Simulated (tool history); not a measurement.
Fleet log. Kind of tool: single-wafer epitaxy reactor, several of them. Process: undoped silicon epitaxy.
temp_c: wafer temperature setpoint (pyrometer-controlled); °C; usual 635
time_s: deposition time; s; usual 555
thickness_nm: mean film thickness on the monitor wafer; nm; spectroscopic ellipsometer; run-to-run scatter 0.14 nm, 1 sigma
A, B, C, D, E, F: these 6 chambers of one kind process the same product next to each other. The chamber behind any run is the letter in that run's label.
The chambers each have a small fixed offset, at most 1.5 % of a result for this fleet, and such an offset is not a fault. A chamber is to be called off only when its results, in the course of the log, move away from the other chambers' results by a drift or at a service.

run,day,temp_c,time_s,"read-back reference wafer on the same gauge, thickness_nm",thickness_nm
1A,0.392,635,555,67.9,66.929
2B,0.633,635,555,67.904,66.76
3D,1.017,635,555,67.898,66.63
4F,1.283,635,555,67.921,67.414
5E,1.617,635,555,67.911,66.018
6C,1.858,635,555,67.937,66.143
7D,2.042,635,555,67.926,66.602
8C,2.425,635,555,67.904,66.284
9A,2.712,635,555,67.932,66.959
10B,3.129,635,555,67.851,66.911
11E,3.479,635,555,67.87,66.158
12F,3.904,635,593,67.894,71.796
13C,4.162,635,593,67.95,71.008
14E,4.538,635,593,67.885,70.219
15D,4.962,635,593,67.913,71.485
16B,5.367,635,593,67.913,71.083
17A,5.646,635,593,67.896,71.645
18F,5.938,635,645,67.901,78.228
19A,6.162,635,645,67.873,77.956
20D,6.354,635,645,67.89,77.594
21E,6.554,635,645,67.897,76.62
22B,6.804,635,645,67.904,77.383
23F,7.079,635,645,67.902,78.113
24C,7.275,635,555,67.905,66.452
25B,7.521,635,555,67.876,66.56
26D,7.854,635,555,67.899,66.617
27F,8.271,635,555,67.929,67.523
28C,8.583,635,555,67.867,66.169
29E,9.012,635,555,67.904,65.93
30A,9.412,635,555,67.915,66.961
31F,9.783,635,555,67.962,67.103
32D,10.146,635,555,67.88,66.727
33B,10.375,635,555,67.893,66.774
34C,10.692,635,555,67.925,66.54
35A,10.975,635,555,67.906,66.763
36E,11.362,635,555,67.864,65.84
37D,11.775,635,555,67.887,66.49
38A,11.988,635,555,67.858,66.732

Each of the 6 chambers runs these same settings next. Fill in every chamber's results:
39A,12.296,622,555,,?
39B,12.296,622,555,,?
39C,12.296,622,555,,?
39D,12.296,622,555,,?
39E,12.296,622,555,,?
39F,12.296,622,555,,?

run,thickness_nm
39A,49.518
39B,49.61
39C,49.07
39D,49.857
39E,49.11
39F,49.914

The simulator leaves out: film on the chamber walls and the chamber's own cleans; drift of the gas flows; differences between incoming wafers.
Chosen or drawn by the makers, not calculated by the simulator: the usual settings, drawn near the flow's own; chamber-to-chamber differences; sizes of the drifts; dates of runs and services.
